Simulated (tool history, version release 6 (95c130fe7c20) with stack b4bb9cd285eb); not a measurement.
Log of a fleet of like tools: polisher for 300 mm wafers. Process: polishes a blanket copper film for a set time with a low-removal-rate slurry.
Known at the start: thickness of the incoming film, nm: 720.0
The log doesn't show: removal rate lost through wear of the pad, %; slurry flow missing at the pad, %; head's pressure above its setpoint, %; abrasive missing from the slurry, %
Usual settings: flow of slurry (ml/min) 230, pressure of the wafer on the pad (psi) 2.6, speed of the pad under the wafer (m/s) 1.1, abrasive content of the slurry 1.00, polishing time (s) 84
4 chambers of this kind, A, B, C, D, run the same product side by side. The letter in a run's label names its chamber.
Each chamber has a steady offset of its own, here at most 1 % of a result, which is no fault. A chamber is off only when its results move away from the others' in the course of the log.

run	hour	flow of slurry (ml/min)	pressure of the wafer on the pad (psi)	speed of the pad under the wafer (m/s)	abrasive content of the slurry	polishing time (s)	wafers polished on this pad	hours since the slurry nozzle was cleaned	hours since the head pressure was calibrated	hours since the slurry blender was calibrated	film removed (nm)
# hour 0.4: chamber A: worn pad replaced by a new one
# hour 0.7: chamber B: slurry nozzle cleaned
1A	5.1	230	2.6	1.1	1.00	84	59	440.8	192.0	216.1	215.04
2B	9.2	230	2.6	1.1	1.00	84	1069	8.6	712.7	255.0	215.16
# hour 15.4: chamber A: slurry blender recalibrated
3C	16.8	230	2.6	1.1	1.00	84	1024	239.8	492.8	80.1	216.33
# hour 18.8: chamber B: worn pad replaced by a new one
4D	22.1	230	2.6	1.1	1.00	84	699	387.3	164.1	83.3	216.77
5C	28.1	230	2.6	1.1	1.00	84	1168	251.1	504.1	91.4	219.33
# hour 28.4: chamber C: worn pad replaced by a new one
6B	33.8	230	2.6	1.1	1.00	84	190	33.2	737.3	279.6	218.34
7D	38.6	230	2.6	1.1	1.00	84	908	403.8	180.6	99.8	216.57
8A	47.6	230	2.6	1.1	1.00	84	598	483.3	234.5	32.3	215.45
9A	51.7	200	2.6	1.1	1.00	84	650	487.4	238.6	36.4	213.06
# hour 56.6: chamber B: slurry blender recalibrated
10C	60.0	200	2.6	1.1	1.00	84	400	283.0	536.0	123.3	216.19
11D	64.0	200	2.6	1.1	1.00	84	1230	429.2	206.0	125.2	216.47
# hour 65.8: chamber C: head pressure recalibrated
# hour 66.7: chamber D: worn pad replaced by a new one
12B	72.7	200	2.6	1.1	1.00	84	683	72.1	776.2	16.1	211.95
# hour 76.0: chamber C: slurry blender recalibrated
13C	78.4	230	2.6	1.1	1.00	84	634	301.4	12.7	2.5	210.90
14A	86.3	230	2.6	1.1	1.00	84	1089	522.0	273.2	71.0	212.46
15B	92.6	230	2.6	1.1	1.00	84	936	92.0	796.1	36.0	216.73
# hour 96.6: chamber C: slurry nozzle cleaned
16D	98.8	230	2.6	1.1	1.00	84	408	464.0	240.8	160.0	214.72
17D	107.5	230	2.6	1.1	1.00	84	518	472.7	249.5	168.7	221.24
# hour 107.6: chamber C: worn pad replaced by a new one
18B	111.8	230	2.6	1.1	1.00	84	1179	111.2	815.3	55.2	212.99
19A	118.5	230	2.6	1.1	1.00	84	1497	554.2	305.4	103.2	218.39
# hour 121.1: chamber A: worn pad replaced by a new one
20C	123.8	230	2.6	1.1	1.00	84	206	27.3	58.1	47.9	220.29
# hour 125.4: chamber A: slurry nozzle cleaned
# hour 128.6: chamber B: worn pad replaced by a new one
21B	130.5	230	2.6	1.1	1.00	84	24	129.9	834.0	73.9	220.62
22C	138.4	230	3.0	1.1	1.00	84	391	41.9	72.7	62.5	248.55
23A	147.4	230	3.0	1.1	1.00	84	333	22.0	334.3	132.1	242.80
24D	156.0	230	3.0	1.1	1.00	84	1133	521.2	298.0	217.2	251.13
25B	160.7	230	3.0	1.1	1.00	84	407	160.1	864.2	104.1	252.72
26D	168.6	230	2.6	1.1	1.00	84	1293	533.8	310.6	229.8	218.07
27A	173.5	230	2.6	1.1	1.00	84	664	48.1	360.4	158.2	215.62
# hour 179.5: chamber C: worn pad replaced by a new one
# hour 179.6: chamber D: slurry blender recalibrated
28C	179.8	230	2.6	1.1	1.00	84	4	83.3	114.1	103.9	217.50
# hour 185.1: chamber D: worn pad replaced by a new one
29B	186.0	230	2.6	1.1	1.25	84	728	185.4	889.5	129.4	228.46
30A	193.4	230	2.6	1.1	1.25	84	916	68.0	380.3	178.1	224.73
# hour 197.0: chamber C: slurry blender recalibrated
31C	198.9	230	2.6	1.1	1.25	84	247	102.4	133.2	2.0	224.57
32D	203.4	230	2.6	1.1	1.25	84	232	568.6	345.4	23.8	231.35
33B	211.9	230	2.6	1.1	1.00	84	1056	211.3	915.4	155.3	213.30

All 4 chambers run these settings next. Forecast each chamber's results:
34A	218.4	230	2.6	1.1	1.00	84					?
34B	218.4	230	2.6	1.1	1.00	84					?
34C	218.4	230	2.6	1.1	1.00	84					?
34D	218.4	230	2.6	1.1	1.00	84					?

run	film removed (nm)
34A	216.67
34B	218.89
34C	218.97
34D	220.21
